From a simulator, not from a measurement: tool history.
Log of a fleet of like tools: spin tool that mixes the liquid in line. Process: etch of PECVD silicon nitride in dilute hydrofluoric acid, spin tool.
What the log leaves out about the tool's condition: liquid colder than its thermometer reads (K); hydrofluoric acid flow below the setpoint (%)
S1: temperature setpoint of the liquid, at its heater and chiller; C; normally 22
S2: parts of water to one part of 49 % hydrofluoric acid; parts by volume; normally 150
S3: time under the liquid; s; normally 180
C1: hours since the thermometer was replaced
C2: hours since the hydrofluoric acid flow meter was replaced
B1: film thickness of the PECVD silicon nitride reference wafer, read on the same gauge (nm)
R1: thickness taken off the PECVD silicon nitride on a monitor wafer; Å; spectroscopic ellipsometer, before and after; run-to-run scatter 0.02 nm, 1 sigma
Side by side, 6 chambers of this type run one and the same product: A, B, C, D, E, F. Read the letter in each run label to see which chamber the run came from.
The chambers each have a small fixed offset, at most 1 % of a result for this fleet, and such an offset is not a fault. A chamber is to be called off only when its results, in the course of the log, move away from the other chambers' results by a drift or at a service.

run,hour,S1,S2,S3,C1,C2,B1,R1
1B,6.8,22,150,180,653.9,396.4,90.008,19.675
2E,16.3,22,150,180,491.5,351,89.991,19.923
3C,25.1,22,150,180,171,158.7,90.004,20.004
4A,32.2,22,150,180,1186.1,1499.7,90.031,19.446
5F,44.1,22,150,180,2205,102.8,89.975,19.57
6D,56.5,22,150,180,700.1,1069.8,90.047,19.505
7A,69.7,22,150,180,1223.6,1537.2,90.005,19.555
# hour 81.3: chamber F: thermometer replaced
8F,83.2,22,150,180,2,141.9,90.006,19.501
9B,92.3,22,150,180,739.4,481.9,89.996,19.871
10D,102.9,22,150,180,746.5,1116.2,90.012,19.637
11C,115.7,22,150,180,261.6,249.3,90.004,19.26
12E,123.3,22,150,180,598.5,458,90.002,19.43
13E,131.9,22,150,180,607.1,466.6,89.997,19.858
14A,146.5,22,150,180,1300.4,1614,89.991,19.75
15F,153.7,22,150,180,72.5,212.4,90.022,19.71
16C,167.2,22,150,180,313.1,300.8,89.991,19.462
17B,179,22,150,180,826.1,568.6,90.031,19.701
18D,191.3,22,150,180,834.9,1204.6,89.999,19.874
19A,198.6,22,100,100,1352.5,1666.1,90.01,16.478
20B,206.1,22,100,100,853.2,595.7,89.978,16.334
21D,220.8,22,100,100,864.4,1234.1,90.016,16.291
22E,227.5,22,100,100,702.7,562.2,90.017,16.172
23C,234.4,22,100,100,380.3,368,90.024,16.31
24F,245.1,22,100,100,163.9,303.8,90.023,16.502
25B,255.6,22,150,180,902.7,645.2,89.992,19.211
26F,265.5,22,150,180,184.3,324.2,90.009,19.713
27A,280.3,22,150,180,1434.2,1747.8,90.001,19.744
28E,290.9,22,150,180,766.1,625.6,90.009,19.886
29D,305.8,22,150,180,949.4,1319.1,90.023,19.592
30C,320.4,22,150,180,466.3,454,89.982,19.651
31A,327.6,22,150,180,1481.5,1795.1,90.003,19.76
32F,342.8,22,150,180,261.6,401.5,90.026,19.899
33E,354.3,22,150,180,829.5,689,90.017,19.964
# hour 356.9: chamber A: thermometer replaced
34C,367.2,22,150,180,513.1,500.8,89.962,19.259
35B,377.4,22,150,180,1024.5,767,90.03,18.497
36D,390.3,22,150,180,1033.9,1403.6,89.98,19.716
37E,404.1,22,150,180,879.3,738.8,90.003,19.661
38A,418.1,22,150,180,61.2,1885.6,90.019,19.681
39C,430.1,22,150,180,576,563.7,90.007,19.475
40F,439.4,22,150,180,358.2,498.1,90.02,19.765
41D,451.9,22,150,180,1095.5,1465.2,90.005,19.5
42B,463.9,22,150,215,1111,853.5,90.001,22.034

For the next run the whole fleet of 6 chambers uses the same settings. Give each chamber's results:
43A,474.9,22,150,180,,,,?
43B,474.9,22,150,180,,,,?
43C,474.9,22,150,180,,,,?
43D,474.9,22,150,180,,,,?
43E,474.9,22,150,180,,,,?
43F,474.9,22,150,180,,,,?

run,R1
43A,19.674
43B,18.347
43C,19.354
43D,19.383
43E,19.922
43F,19.585
